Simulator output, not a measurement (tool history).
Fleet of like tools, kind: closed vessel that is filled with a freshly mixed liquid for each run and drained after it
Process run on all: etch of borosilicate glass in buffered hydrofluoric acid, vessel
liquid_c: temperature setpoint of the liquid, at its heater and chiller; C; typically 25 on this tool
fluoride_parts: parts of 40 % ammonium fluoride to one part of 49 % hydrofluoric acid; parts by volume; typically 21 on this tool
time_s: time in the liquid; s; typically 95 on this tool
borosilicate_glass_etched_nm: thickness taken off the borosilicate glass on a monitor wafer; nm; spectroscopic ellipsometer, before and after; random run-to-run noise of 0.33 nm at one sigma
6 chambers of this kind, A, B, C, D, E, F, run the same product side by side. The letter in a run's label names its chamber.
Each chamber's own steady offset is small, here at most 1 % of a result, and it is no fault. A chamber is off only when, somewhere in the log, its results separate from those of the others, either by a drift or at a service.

| run | hour | liquid_c | fluoride_parts | time_s | hours since the thermometer was replaced | hours since the hydrofluoric acid flow meter was replaced | read-back film thickness of the borosilicate glass reference wafer, read on the same gauge (nm) | borosilicate_glass_etched_nm |
|---|---|---|---|---|---|---|---|---|
| 1C | 5.5 | 25 | 21 | 95 | 279.7 | 679.8 | 99.981 | 60.709 |
| 2B | 11.5 | 25 | 21 | 95 | 873.6 | 1053 | 100.01 | 60.972 |
| 3F | 17.8 | 25 | 21 | 95 | 2334.7 | 122 | 99.982 | 61.049 |
| 4D | 22.6 | 25 | 21 | 95 | 1685.6 | 1572.7 | 100.01 | 60.727 |
| 5A | 25.8 | 25 | 21 | 95 | 62 | 323.6 | 99.966 | 62.227 |
| 6E | 30.1 | 25 | 21 | 95 | 311 | 1653.9 | 100.03 | 61.52 |
| 7D | 35.3 | 25 | 21 | 95 | 1698.3 | 1585.4 | 100.01 | 61.463 |
| 8B | 38.8 | 25 | 21 | 95 | 900.9 | 1080.3 | 100.02 | 61.093 |
| 9E | 43.7 | 25 | 21 | 95 | 324.6 | 1667.5 | 100.02 | 60.777 |
| 10C | 49.3 | 25 | 21 | 95 | 323.5 | 723.6 | 100.03 | 60.175 |
|  | 54.6 | chamber D: hydrofluoric acid flow meter replaced |
| 11F | 55.8 | 25 | 17.5 | 95 | 2372.7 | 160 | 99.97 | 73.368 |
| 12A | 60.9 | 25 | 17.5 | 95 | 97.1 | 358.7 | 100.02 | 73.576 |
| 13C | 65 | 25 | 17.5 | 95 | 339.2 | 739.3 | 99.978 | 72.145 |
| 14D | 69.8 | 25 | 17.5 | 95 | 1732.8 | 15.2 | 99.995 | 72.369 |
| 15F | 75.3 | 25 | 17.5 | 95 | 2392.2 | 179.5 | 99.982 | 72.428 |
|  | 78.3 | chamber B: thermometer replaced |
| 16E | 81.5 | 25 | 17.5 | 95 | 362.4 | 1705.3 | 100.02 | 71.885 |
| 17B | 86.4 | 25 | 21 | 95 | 8.1 | 1127.9 | 100.04 | 61.596 |
| 18A | 92.5 | 25 | 21 | 95 | 128.7 | 390.3 | 99.949 | 62.856 |
| 19A | 97.6 | 25 | 21 | 95 | 133.8 | 395.4 | 99.968 | 61.842 |
| 20B | 104.1 | 25 | 21 | 95 | 25.8 | 1145.6 | 100.02 | 61.877 |
| 21F | 110.2 | 25 | 21 | 95 | 2427.1 | 214.4 | 100.03 | 61.441 |
| 22C | 114.7 | 25 | 21 | 95 | 388.9 | 789 | 100.01 | 60.647 |
| 23D | 120.3 | 25 | 21 | 95 | 1783.3 | 65.7 | 100.02 | 61.059 |
| 24E | 125.3 | 25 | 21 | 95 | 406.2 | 1749.1 | 99.97 | 61.061 |
| 25E | 128.3 | 25 | 21 | 95 | 409.2 | 1752.1 | 100.06 | 61.267 |
| 26D | 133.4 | 25 | 21 | 95 | 1796.4 | 78.8 | 99.978 | 61.037 |
| 27B | 136.6 | 25 | 21 | 95 | 58.3 | 1178.1 | 99.994 | 61.661 |
| 28A | 141.3 | 25 | 21 | 95 | 177.5 | 439.1 | 99.998 | 61.754 |
| 29C | 144.5 | 25 | 21 | 95 | 418.7 | 818.8 | 99.997 | 59.271 |
| 30F | 150.4 | 25 | 21 | 80 | 2467.3 | 254.6 | 100.05 | 51.667 |
| 31A | 156.5 | 25 | 21 | 80 | 192.7 | 454.3 | 99.978 | 52.377 |
|  | 157.3 | chamber A: hydrofluoric acid flow meter replaced |
| 32D | 161.4 | 25 | 21 | 80 | 1824.4 | 106.8 | 99.937 | 51.605 |
| 33F | 166.3 | 25 | 21 | 80 | 2483.2 | 270.5 | 100.03 | 51.613 |
| 34B | 170.8 | 25 | 21 | 80 | 92.5 | 1212.3 | 99.972 | 51.508 |
| 35C | 173.7 | 25 | 21 | 80 | 447.9 | 848 | 100.01 | 49.672 |
| 36E | 178.1 | 25 | 21 | 95 | 459 | 1801.9 | 100.02 | 61.485 |
| 37D | 181.5 | 28 | 21 | 60 | 1844.5 | 126.9 | 99.999 | 44.85 |
| 38E | 185.7 | 28 | 21 | 60 | 466.6 | 1809.5 | 100.02 | 45.202 |
|  | 189.8 | chamber F: thermometer replaced |
| 39A | 191.5 | 28 | 21 | 60 | 227.7 | 34.2 | 99.971 | 45.624 |
| 40B | 196.4 | 28 | 21 | 60 | 118.1 | 1237.9 | 100.01 | 45.395 |
| 41F | 201.7 | 28 | 21 | 60 | 11.9 | 305.9 | 100.02 | 45.825 |
| 42C | 208.1 | 28 | 21 | 60 | 482.3 | 882.4 | 99.985 | 42.725 |
| 43B | 212.7 | 25 | 21 | 95 | 134.4 | 1254.2 | 100.03 | 60.913 |
| 44E | 217.9 | 25 | 21 | 95 | 498.8 | 1841.7 | 100.02 | 61.347 |

Next, all 6 chambers run the settings below, one line each with question marks for the results. What does each chamber give?
| 45A | 222.6 | 25 | 21 | 95 |  |  |  | ? |
| 45B | 222.6 | 25 | 21 | 95 |  |  |  | ? |
| 45C | 222.6 | 25 | 21 | 95 |  |  |  | ? |
| 45D | 222.6 | 25 | 21 | 95 |  |  |  | ? |
| 45E | 222.6 | 25 | 21 | 95 |  |  |  | ? |
| 45F | 222.6 | 25 | 21 | 95 |  |  |  | ? |

| run | borosilicate_glass_etched_nm |
|---|---|
| 45A | 62.472 |
| 45B | 61.125 |
| 45C | 57.63 |
| 45D | 61.635 |
| 45E | 61.282 |
| 45F | 61.493 |
